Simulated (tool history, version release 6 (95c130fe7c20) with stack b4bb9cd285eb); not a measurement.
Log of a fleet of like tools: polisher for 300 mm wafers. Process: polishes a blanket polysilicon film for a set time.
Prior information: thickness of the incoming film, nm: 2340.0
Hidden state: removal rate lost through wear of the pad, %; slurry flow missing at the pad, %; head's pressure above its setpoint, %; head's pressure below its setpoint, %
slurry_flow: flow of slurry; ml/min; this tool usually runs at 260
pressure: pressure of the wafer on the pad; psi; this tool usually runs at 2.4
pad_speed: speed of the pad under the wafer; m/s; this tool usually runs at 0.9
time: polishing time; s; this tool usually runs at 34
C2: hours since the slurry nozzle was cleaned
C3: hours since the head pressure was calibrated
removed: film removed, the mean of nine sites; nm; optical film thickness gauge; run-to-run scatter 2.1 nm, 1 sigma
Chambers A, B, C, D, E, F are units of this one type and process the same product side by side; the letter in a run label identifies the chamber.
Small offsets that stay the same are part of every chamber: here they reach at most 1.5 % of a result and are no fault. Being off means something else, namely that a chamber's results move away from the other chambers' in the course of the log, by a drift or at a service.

{"run": "1A", "hour": 13.1, "slurry_flow": 260, "pressure": 2.4, "pad_speed": 0.9, "time": 34, "wafers polished on this pad": 370, "C2": 49.6, "C3": 426, "removed": 243.64}
{"hour": 15.3, "done": "chamber D: worn pad replaced by a new one"}
{"run": "2F", "hour": 23.7, "slurry_flow": 260, "pressure": 2.4, "pad_speed": 0.9, "time": 34, "wafers polished on this pad": 253, "C2": 113.3, "C3": 96.7, "removed": 236.44}
{"hour": 35.0, "done": "chamber B: worn pad replaced by a new one"}
{"run": "3C", "hour": 36.5, "slurry_flow": 260, "pressure": 2.4, "pad_speed": 0.9, "time": 34, "wafers polished on this pad": 971, "C2": 460.1, "C3": 647.8, "removed": 241.45}
{"run": "4D", "hour": 43.0, "slurry_flow": 260, "pressure": 2.4, "pad_speed": 0.9, "time": 34, "wafers polished on this pad": 233, "C2": 218.8, "C3": 288.6, "removed": 245.09}
{"run": "5B", "hour": 51.9, "slurry_flow": 260, "pressure": 2.4, "pad_speed": 0.9, "time": 34, "wafers polished on this pad": 142, "C2": 466.4, "C3": 575.1, "removed": 241.52}
{"hour": 57.0, "done": "chamber A: worn pad replaced by a new one"}
{"run": "6E", "hour": 58.9, "slurry_flow": 260, "pressure": 2.4, "pad_speed": 0.9, "time": 34, "wafers polished on this pad": 1119, "C2": 355.4, "C3": 96.1, "removed": 239.44}
{"hour": 61.1, "done": "chamber C: worn pad replaced by a new one"}
{"hour": 72.6, "done": "chamber E: worn pad replaced by a new one"}
{"run": "7D", "hour": 73.2, "slurry_flow": 260, "pressure": 2.4, "pad_speed": 0.9, "time": 34, "wafers polished on this pad": 487, "C2": 249, "C3": 318.8, "removed": 241.77}
{"run": "8E", "hour": 83.0, "slurry_flow": 260, "pressure": 2.4, "pad_speed": 0.9, "time": 34, "wafers polished on this pad": 88, "C2": 379.5, "C3": 120.2, "removed": 241.08}
{"run": "9C", "hour": 89.8, "slurry_flow": 260, "pressure": 2.4, "pad_speed": 0.9, "time": 34, "wafers polished on this pad": 242, "C2": 513.4, "C3": 701.1, "removed": 241.71}
{"run": "10B", "hour": 98.6, "slurry_flow": 260, "pressure": 2.4, "pad_speed": 0.9, "time": 34, "wafers polished on this pad": 536, "C2": 513.1, "C3": 621.8, "removed": 249.94}
{"run": "11A", "hour": 108.2, "slurry_flow": 260, "pressure": 2.4, "pad_speed": 0.9, "time": 34, "wafers polished on this pad": 431, "C2": 144.7, "C3": 521.1, "removed": 245.04}
{"run": "12F", "hour": 115.1, "slurry_flow": 260, "pressure": 2.4, "pad_speed": 0.9, "time": 34, "wafers polished on this pad": 1022, "C2": 204.7, "C3": 188.1, "removed": 237.82}
{"hour": 118.9, "done": "chamber E: slurry nozzle cleaned"}
{"hour": 125.8, "done": "chamber F: worn pad replaced by a new one"}
{"run": "13A", "hour": 126.7, "slurry_flow": 260, "pressure": 2.4, "pad_speed": 0.9, "time": 34, "wafers polished on this pad": 586, "C2": 163.2, "C3": 539.6, "removed": 241.5}
{"hour": 140.1, "done": "chamber C: slurry nozzle cleaned"}
{"run": "14D", "hour": 141.3, "slurry_flow": 260, "pressure": 2.4, "pad_speed": 0.9, "time": 34, "wafers polished on this pad": 1060, "C2": 317.1, "C3": 386.9, "removed": 245.71}
{"hour": 144.1, "done": "chamber A: worn pad replaced by a new one"}
{"hour": 146.2, "done": "chamber D: worn pad replaced by a new one"}
{"hour": 149.5, "done": "chamber B: slurry nozzle cleaned"}
{"run": "15E", "hour": 153.9, "slurry_flow": 260, "pressure": 2.4, "pad_speed": 0.9, "time": 34, "wafers polished on this pad": 684, "C2": 35, "C3": 191.1, "removed": 239.2}
{"run": "16C", "hour": 167.9, "slurry_flow": 260, "pressure": 2.4, "pad_speed": 0.9, "time": 34, "wafers polished on this pad": 899, "C2": 27.9, "C3": 779.2, "removed": 243.4}
{"hour": 176.9, "done": "chamber B: worn pad replaced by a new one"}
{"hour": 181.0, "done": "chamber C: worn pad replaced by a new one"}
{"run": "17F", "hour": 181.0, "slurry_flow": 260, "pressure": 2.4, "pad_speed": 0.9, "time": 34, "wafers polished on this pad": 464, "C2": 270.6, "C3": 254, "removed": 240.39}
{"run": "18B", "hour": 193.0, "slurry_flow": 260, "pressure": 2.4, "pad_speed": 0.64, "time": 34, "wafers polished on this pad": 135, "C2": 43.5, "C3": 716.2, "removed": 173.07}
{"run": "19F", "hour": 202.5, "slurry_flow": 260, "pressure": 2.4, "pad_speed": 0.64, "time": 34, "wafers polished on this pad": 645, "C2": 292.1, "C3": 275.5, "removed": 172.45}
{"hour": 208.9, "done": "chamber F: slurry nozzle cleaned"}
{"run": "20A", "hour": 214.8, "slurry_flow": 260, "pressure": 2.4, "pad_speed": 0.64, "time": 34, "wafers polished on this pad": 595, "C2": 251.3, "C3": 627.7, "removed": 173.6}
{"hour": 225.0, "done": "chamber E: worn pad replaced by a new one"}
{"run": "21D", "hour": 227.0, "slurry_flow": 260, "pressure": 2.4, "pad_speed": 0.64, "time": 34, "wafers polished on this pad": 680, "C2": 402.8, "C3": 472.6, "removed": 172.76}
{"hour": 227.1, "done": "chamber A: worn pad replaced by a new one"}
{"run": "22C", "hour": 241.7, "slurry_flow": 260, "pressure": 2.4, "pad_speed": 0.64, "time": 34, "wafers polished on this pad": 511, "C2": 101.7, "C3": 853, "removed": 169.28}
{"hour": 247.3, "done": "chamber D: worn pad replaced by a new one"}
{"run": "23E", "hour": 252.6, "slurry_flow": 260, "pressure": 2.4, "pad_speed": 0.64, "time": 34, "wafers polished on this pad": 232, "C2": 133.7, "C3": 289.8, "removed": 170.09}
{"run": "24B", "hour": 264.9, "slurry_flow": 260, "pressure": 2.4, "pad_speed": 0.9, "time": 34, "wafers polished on this pad": 740, "C2": 115.4, "C3": 788.1, "removed": 253.05}
{"run": "25D", "hour": 275.5, "slurry_flow": 305, "pressure": 2.4, "pad_speed": 0.68, "time": 34, "wafers polished on this pad": 237, "C2": 451.3, "C3": 521.1, "removed": 185.7}
{"hour": 286.7, "done": "chamber F: worn pad replaced by a new one"}
{"run": "26C", "hour": 290.0, "slurry_flow": 305, "pressure": 2.4, "pad_speed": 0.68, "time": 34, "wafers polished on this pad": 917, "C2": 150, "C3": 901.3, "removed": 185.58}
{"hour": 296.9, "done": "chamber D: slurry nozzle cleaned"}
{"hour": 302.2, "done": "chamber B: worn pad replaced by a new one"}
{"run": "27B", "hour": 303.0, "slurry_flow": 305, "pressure": 2.4, "pad_speed": 0.68, "time": 34, "wafers polished on this pad": 7, "C2": 153.5, "C3": 826.2, "removed": 190.5}
{"hour": 305.6, "done": "chamber C: worn pad replaced by a new one"}
{"hour": 306.8, "done": "chamber D: head pressure recalibrated"}
{"hour": 312.2, "done": "chamber A: worn pad replaced by a new one"}
{"run": "28F", "hour": 313.2, "slurry_flow": 305, "pressure": 2.4, "pad_speed": 0.68, "time": 34, "wafers polished on this pad": 223, "C2": 104.3, "C3": 386.2, "removed": 182.95}
{"run": "29E", "hour": 326.9, "slurry_flow": 305, "pressure": 2.4, "pad_speed": 0.68, "time": 34, "wafers polished on this pad": 858, "C2": 208, "C3": 364.1, "removed": 182.16}
{"run": "30A", "hour": 336.8, "slurry_flow": 305, "pressure": 2.4, "pad_speed": 0.68, "time": 34, "wafers polished on this pad": 207, "C2": 373.3, "C3": 749.7, "removed": 185.47}
{"hour": 340.8, "done": "chamber F: head pressure recalibrated"}
{"run": "31A", "hour": 345.2, "slurry_flow": 260, "pressure": 2.4, "pad_speed": 0.9, "time": 34, "wafers polished on this pad": 277, "C2": 381.7, "C3": 758.1, "removed": 242.26}
{"run": "32F", "hour": 359.5, "slurry_flow": 260, "pressure": 2.4, "pad_speed": 0.9, "time": 34, "wafers polished on this pad": 612, "C2": 150.6, "C3": 18.7, "removed": 239.83}
{"hour": 366.8, "done": "chamber E: worn pad replaced by a new one"}
{"run": "33E", "hour": 369.4, "slurry_flow": 260, "pressure": 2.4, "pad_speed": 0.9, "time": 34, "wafers polished on this pad": 22, "C2": 250.5, "C3": 406.6, "removed": 241.21}
{"hour": 373.9, "done": "chamber D: worn pad replaced by a new one"}
{"run": "34B", "hour": 382.2, "slurry_flow": 260, "pressure": 2.4, "pad_speed": 0.9, "time": 34, "wafers polished on this pad": 673, "C2": 232.7, "C3": 905.4, "removed": 255.16}
{"run": "35D", "hour": 390.6, "slurry_flow": 260, "pressure": 2.4, "pad_speed": 0.9, "time": 34, "wafers polished on this pad": 141, "C2": 93.7, "C3": 83.8, "removed": 241.9}
{"run": "36C", "hour": 397.1, "slurry_flow": 260, "pressure": 2.4, "pad_speed": 0.9, "time": 34, "wafers polished on this pad": 770, "C2": 257.1, "C3": 1008.4, "removed": 240.07}
{"run": "37C", "hour": 408.8, "slurry_flow": 260, "pressure": 2.4, "pad_speed": 0.9, "time": 34, "wafers polished on this pad": 868, "C2": 268.8, "C3": 1020.1, "removed": 242.96}
{"run": "38F", "hour": 422.4, "slurry_flow": 260, "pressure": 2.4, "pad_speed": 0.9, "time": 34, "wafers polished on this pad": 1142, "C2": 213.5, "C3": 81.6, "removed": 240.94}
{"run": "39B", "hour": 436.2, "slurry_flow": 260, "pressure": 2.4, "pad_speed": 0.9, "time": 34, "wafers polished on this pad": 1128, "C2": 286.7, "C3": 959.4, "removed": 257.03}

Is one chamber off against the others, does the gauge drift, or is nothing wrong? If a chamber is off, say which, and what the likeliest cause is.

Little by little, chamber B moves away from the other chambers.
Most likely cause: head's pressure above its setpoint, % = 5.31.

Chamber B could run next with any of the 4 candidate recipes listed below; each alters the usual settings, and their results appear as question marks. Which one brings its results back in line with what the other chambers deliver on the usual settings?
A result is in line if it is within this distance of the other chambers' mean on the usual settings: removed 7.4 nm
{"run": "40B-1", "hour": 447.0, "slurry_flow": 260, "pressure": 2.3, "pad_speed": 0.84, "time": 34, "removed": "?"}
{"run": "40B-2", "hour": 447.0, "slurry_flow": 260, "pressure": 2.5, "pad_speed": 0.94, "time": 35, "removed": "?"}
{"run": "40B-3", "hour": 447.0, "slurry_flow": 260, "pressure": 2.4, "pad_speed": 0.88, "time": 33, "removed": "?"}
{"run": "40B-4", "hour": 447.0, "slurry_flow": 260, "pressure": 2.4, "pad_speed": 0.9, "time": 36, "removed": "?"}

The other chambers' mean on the usual settings: removed 241.38 nm
run=40B-1 removed=230.94
run=40B-2 removed=289.76
run=40B-3 removed=245.25
run=40B-4 removed=273.72
The right change is 40B-3: it brings the chamber back within the allowed miss of the others.
